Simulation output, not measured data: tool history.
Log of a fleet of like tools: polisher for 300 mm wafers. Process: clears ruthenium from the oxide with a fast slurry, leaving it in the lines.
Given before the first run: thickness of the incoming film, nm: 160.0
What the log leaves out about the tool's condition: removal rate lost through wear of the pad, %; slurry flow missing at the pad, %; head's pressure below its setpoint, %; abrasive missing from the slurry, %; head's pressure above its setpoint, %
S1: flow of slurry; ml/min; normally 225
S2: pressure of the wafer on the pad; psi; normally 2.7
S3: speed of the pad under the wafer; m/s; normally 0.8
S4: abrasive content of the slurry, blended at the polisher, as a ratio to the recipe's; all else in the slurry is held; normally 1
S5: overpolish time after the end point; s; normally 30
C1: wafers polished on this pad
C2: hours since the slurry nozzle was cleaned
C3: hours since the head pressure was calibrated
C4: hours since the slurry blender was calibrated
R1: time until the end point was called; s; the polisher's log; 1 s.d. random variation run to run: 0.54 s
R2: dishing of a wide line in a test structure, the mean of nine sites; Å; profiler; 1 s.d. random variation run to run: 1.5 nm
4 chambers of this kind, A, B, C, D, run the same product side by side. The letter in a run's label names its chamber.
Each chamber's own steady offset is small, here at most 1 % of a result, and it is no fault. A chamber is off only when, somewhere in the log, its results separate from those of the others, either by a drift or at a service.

run   hour   S1   S2   S3   S4  S5    C1     C2     C3     C4      R1      R2
       2.7  -- chamber C: slurry blender recalibrated
       9.4  -- chamber D: worn pad replaced by a new one
 1D   10.4  225  2.7  0.8    1  30    12  647.4  149.2  130.9  44.822  741.04
      13.2  -- chamber C: worn pad replaced by a new one
      18.7  -- chamber A: worn pad replaced by a new one
 2C   20.7  225  2.7  0.8    1  30    82   97.4  546.7     18  44.819  752.39
 3A   29.8  225  2.7  0.8    1  30   123  100.5  777.7   53.3  45.209  734.06
 4B   39.9  225  2.7  0.8    1  30   586  377.9  577.2  130.7  45.401     729
 5A   46.3  225  2.4  0.8    1  30   304    117  794.2   69.8  50.944     690
 6D   54.7  225  2.4  0.8    1  30   499  691.7  193.5  175.2  49.531  693.17
      55.1  -- chamber A: head pressure recalibrated
      62.8  -- chamber B: worn pad replaced by a new one
 7C   65.9  225  2.4  0.8    1  30   580  142.6  591.9   63.2  50.602  653.04
 8B   77.5  225  2.4  0.8    1  30   162  415.5  614.8  168.3  50.105  679.63
      88.1  -- chamber C: worn pad replaced by a new one
 9A   89.2  225  2.7  0.8    1  30   776  159.9   34.1  112.7    44.5  739.85
10D  100.2  225  2.7  0.8    1  30  1000  737.2    239  220.7  45.952  730.34
     102.6  -- chamber D: slurry nozzle cleaned
     106.1  -- chamber D: worn pad replaced by a new one
11C  112.2  225  2.7  0.8    1  30   265  188.9  638.2  109.5  44.354  743.63
12B  120.6  225  2.7  0.8    1  30   636  458.6  657.9  211.4  44.455  732.99
13C  129.2  225  2.7  0.8    1  30   452  205.9  655.2  126.5   44.96  743.33
14A  136.9  225  2.7  0.8  0.9  14  1301  207.6   81.8  160.4   47.34  367.87
15B  143.3  225  2.7  0.8  0.9  14   886  481.3  680.6  234.1  46.834  389.57
     154.8  -- chamber B: worn pad replaced by a new one
     155.2  -- chamber A: worn pad replaced by a new one
16D  156.6  225  2.7  0.8  0.9  14   555     54  295.4  277.1  47.734  385.43
     157.4  -- chamber C: worn pad replaced by a new one
17B  168.5  225  2.7  0.8  0.9  14   151  506.5  705.8  259.3  47.595  388.45
18D    176  225  2.7  0.8    1  30   769   73.4  314.8  296.5  45.154   737.1
19C  188.6  225  2.7  0.8    1  30   344  265.3  714.6  185.9  44.109  731.53
     193.7  -- chamber B: slurry blender recalibrated
20A  198.3  225  2.7  0.8    1  30   475    269  143.2  221.8  44.951  735.85
21A  209.8  225  2.7  0.8    1  30   601  280.5  154.7  233.3  44.843  720.66
     215.1  -- chamber D: worn pad replaced by a new one
22C  221.3  225  2.7  0.8    1  30   704    298  747.3  218.6  44.508  758.32
     232.2  -- chamber B: worn pad replaced by a new one
23D  234.5  225  2.7  0.8    1  30   214  131.9  373.3    355  44.865  741.77
     234.9  -- chamber C: worn pad replaced by a new one
24B  245.8  225  2.7  0.8    1  30   149  583.8  783.1   52.1  44.246   746.9
     246.3  -- chamber C: slurry blender recalibrated
     250.4  -- chamber A: slurry nozzle cleaned
25C  255.5  225  2.7  0.8    1  30   226  332.2  781.5    9.2  44.311  764.08
26B  267.9  225  2.7  0.8    1  30   393  605.9  805.2   74.2  44.248  728.79
       272  -- chamber D: head pressure recalibrated
27D  274.8  225  2.7  0.8    1  30   657  172.2    2.8  395.3  45.174  786.93
       275  -- chamber C: slurry nozzle cleaned
     285.6  -- chamber D: slurry blender recalibrated
28A  286.4  225  2.7  0.8    1  30  1444   36.1  231.3  309.9  44.767     732
     291.3  -- chamber A: worn pad replaced by a new one
29D  292.4  225  2.7  0.8    1  30   851  189.8   20.4    6.9   45.54  729.51
30A  299.9  225  2.7  0.8    1  30    95   49.6  244.8  323.4  45.317  773.39
     302.2  -- chamber C: worn pad replaced by a new one
31C  311.3  225  2.7  0.8    1  14   101   36.4  837.3     65  44.166  387.45
32B  322.7  225  2.7  0.8    1  14   996  660.7    860    129  44.651  403.23
     325.1  -- chamber D: worn pad replaced by a new one
     327.3  -- chamber B: worn pad replaced by a new one
33C  330.6  225  2.7  0.8    1  14   313   55.7  856.6   84.3  44.101  392.27
34B  341.5  225  2.7  0.8    1  14   156  679.5  878.8  147.8  45.003  400.22
35D  348.5  225  2.7  0.8    1  30   258  245.9   76.5     63  44.568   766.1
36A  359.7  255  2.2  0.8    1  30   753  109.4  304.6  383.2  54.186   656.2

Next, all 4 chambers run the settings below, one line each with question marks for the results. What does each chamber give?
37A  369.5  225  2.7  0.8  0.8  30                   ?   ?
37B  369.5  225  2.7  0.8  0.8  30                   ?   ?
37C  369.5  225  2.7  0.8  0.8  30                   ?   ?
37D  369.5  225  2.7  0.8  0.8  30                   ?   ?

run      R1      R2
37A  50.051  701.61
37B  51.315  681.25
37C  48.072   704.3
37D  50.599  710.83
